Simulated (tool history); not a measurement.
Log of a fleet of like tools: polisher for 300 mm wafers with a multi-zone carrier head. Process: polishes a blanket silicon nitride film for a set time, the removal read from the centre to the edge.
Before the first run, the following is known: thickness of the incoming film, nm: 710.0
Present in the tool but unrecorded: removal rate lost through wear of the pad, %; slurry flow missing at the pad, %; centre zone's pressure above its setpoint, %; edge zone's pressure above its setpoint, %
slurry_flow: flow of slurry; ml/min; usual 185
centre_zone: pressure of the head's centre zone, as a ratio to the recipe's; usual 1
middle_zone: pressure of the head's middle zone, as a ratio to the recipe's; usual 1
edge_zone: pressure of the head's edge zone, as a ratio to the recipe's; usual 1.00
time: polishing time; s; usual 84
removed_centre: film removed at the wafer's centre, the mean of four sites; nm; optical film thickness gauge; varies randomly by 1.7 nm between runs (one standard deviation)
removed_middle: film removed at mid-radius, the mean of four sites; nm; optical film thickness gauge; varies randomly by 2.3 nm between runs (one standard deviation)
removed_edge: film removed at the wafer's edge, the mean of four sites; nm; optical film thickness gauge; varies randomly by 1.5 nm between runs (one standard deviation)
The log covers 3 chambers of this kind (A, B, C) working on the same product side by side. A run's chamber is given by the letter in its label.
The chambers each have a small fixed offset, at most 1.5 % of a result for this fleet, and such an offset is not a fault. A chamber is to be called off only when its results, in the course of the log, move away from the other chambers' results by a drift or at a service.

run     day  slurry_flow  centre_zone  middle_zone  edge_zone  time  wafers polished on this pad  hours since the slurry nozzle was cleaned  hours since the centre zone pressure was calibrated  hours since the edge zone pressure was calibrated  removed_centre  removed_middle  removed_edge
 1B   0.396          185            1            1       1.00    84                          123                                      169.3                                                796.6                                              271.7          181.37          185.06        186.23
      0.558  -- chamber A: worn pad replaced by a new one
 2C   0.762          185            1            1       1.00    84                          204                                      393.8                                                205.3                                              604.6          183.78          186.00        181.98
 3A   1.162          185            1            1       1.00    84                           78                                       92.0                                                390.0                                               77.3          186.18          183.25        184.67
 4B   1.438          185            1            1       1.00    84                          257                                      194.3                                                821.6                                              296.7          185.11          190.01        186.70
 5C   1.846          185            1            1       1.00    84                          344                                      419.8                                                231.3                                              630.6          182.37          185.48        185.23
 6A   2.346          185            1            1       1.00    84                          231                                      120.4                                                418.4                                              105.7          185.86          179.83        181.42
 7A   2.638          185            1            1       1.00    84                          268                                      127.4                                                425.4                                              112.7          183.37          188.19        182.63
 8C   3.183          185            1            1       1.00    84                          517                                      451.9                                                263.4                                              662.7          180.74          181.58        185.49
 9B   3.779          185            1            1       1.00    84                          560                                      250.5                                                877.8                                              352.9          185.12          182.72        188.50
10B   4.104          145            1            1       1.00    84                          602                                      258.3                                                885.6                                              360.7          176.74          174.91        179.14
      4.633  -- chamber A: worn pad replaced by a new one
11C   4.675          145            1            1       1.00    84                          710                                      487.7                                                299.2                                              698.5          177.98          176.08        176.04
12A   5.238          145            1            1       1.00    84                           78                                      189.8                                                487.8                                              175.1          175.46          176.93        180.41
      5.308  -- chamber C: slurry nozzle cleaned
13A   5.650          185            1            1       1.00    84                          131                                      199.7                                                497.7                                              185.0          181.93          186.97        185.68
14B   6.196          185            1            1       1.00    84                          873                                      308.5                                                935.8                                              410.9          184.86          189.41        183.15
      6.612  -- chamber B: worn pad replaced by a new one
15C   6.658          185            1            1       1.00    84                          966                                       32.4                                                346.8                                              746.1          184.95          188.06        184.09
16A   7.246          185            1            1       1.00    84                          337                                      238.0                                                536.0                                              223.3          182.11          183.63        184.65
17C   7.788          185            1            1       1.00    84                         1112                                       59.5                                                373.9                                              773.2          185.54          184.12        183.26
      8.083  -- chamber B: centre zone pressure recalibrated
18B   8.267          185            1            1       1.00    84                          214                                      358.2                                                  4.5                                              460.6          180.83          187.89        187.18
19A   8.854          220            1            1       1.00    84                          545                                      276.6                                                574.6                                              261.9          189.73          188.34        188.11
      9.100  -- chamber A: worn pad replaced by a new one
20B   9.138          220            1            1       1.00    84                          326                                      379.1                                                 25.4                                              481.5          192.10          188.74        189.91
21C   9.683          220            1            1       1.00    84                         1357                                      105.0                                                419.4                                              818.7          191.35          194.17        185.90
22C   9.988          185            1            1       1.00    84                         1397                                      112.3                                                426.7                                              826.0          187.08          187.87        185.09
     10.317  -- chamber C: worn pad replaced by a new one
23B  10.317          220            1            1       0.92    84                          479                                      407.4                                                 53.7                                              509.8          188.70          191.60        180.81
24A  10.750          220            1            1       0.92    84                          213                                      322.1                                                620.1                                              307.4          187.94          188.81        176.41
25A  11.104          220            1            1       0.92    84                          259                                      330.6                                                628.6                                              315.9          187.14          191.06        181.81
26B  11.688          185            1            1       1.00    84                          656                                      440.3                                                 86.6                                              542.7          183.39          185.92        186.29
27C  12.183          185            1            1       1.00    84                          241                                      165.0                                                479.4                                              878.7          182.55          185.13        184.01
28A  12.600          185            1            1       1.00    84                          453                                      366.5                                                664.5                                              351.8          184.15          185.01        182.53
29C  13.188          185            1            1       1.09   110                          371                                      189.1                                                503.5                                              902.8          237.32          244.71        251.74
     13.254  -- chamber B: worn pad replaced by a new one
30B  13.521          185            1            1       1.09   110                           34                                      484.3                                                130.6                                              586.7          238.50          240.31        251.59

Which is it: a chamber that has drifted or been left off by a service, a gauge drift common to all chambers, or only each chamber's usual small offset? If a chamber is off, name it and its likeliest cause.

Beyond each chamber's small constant offset nothing stands out, and the gauge stays steady.
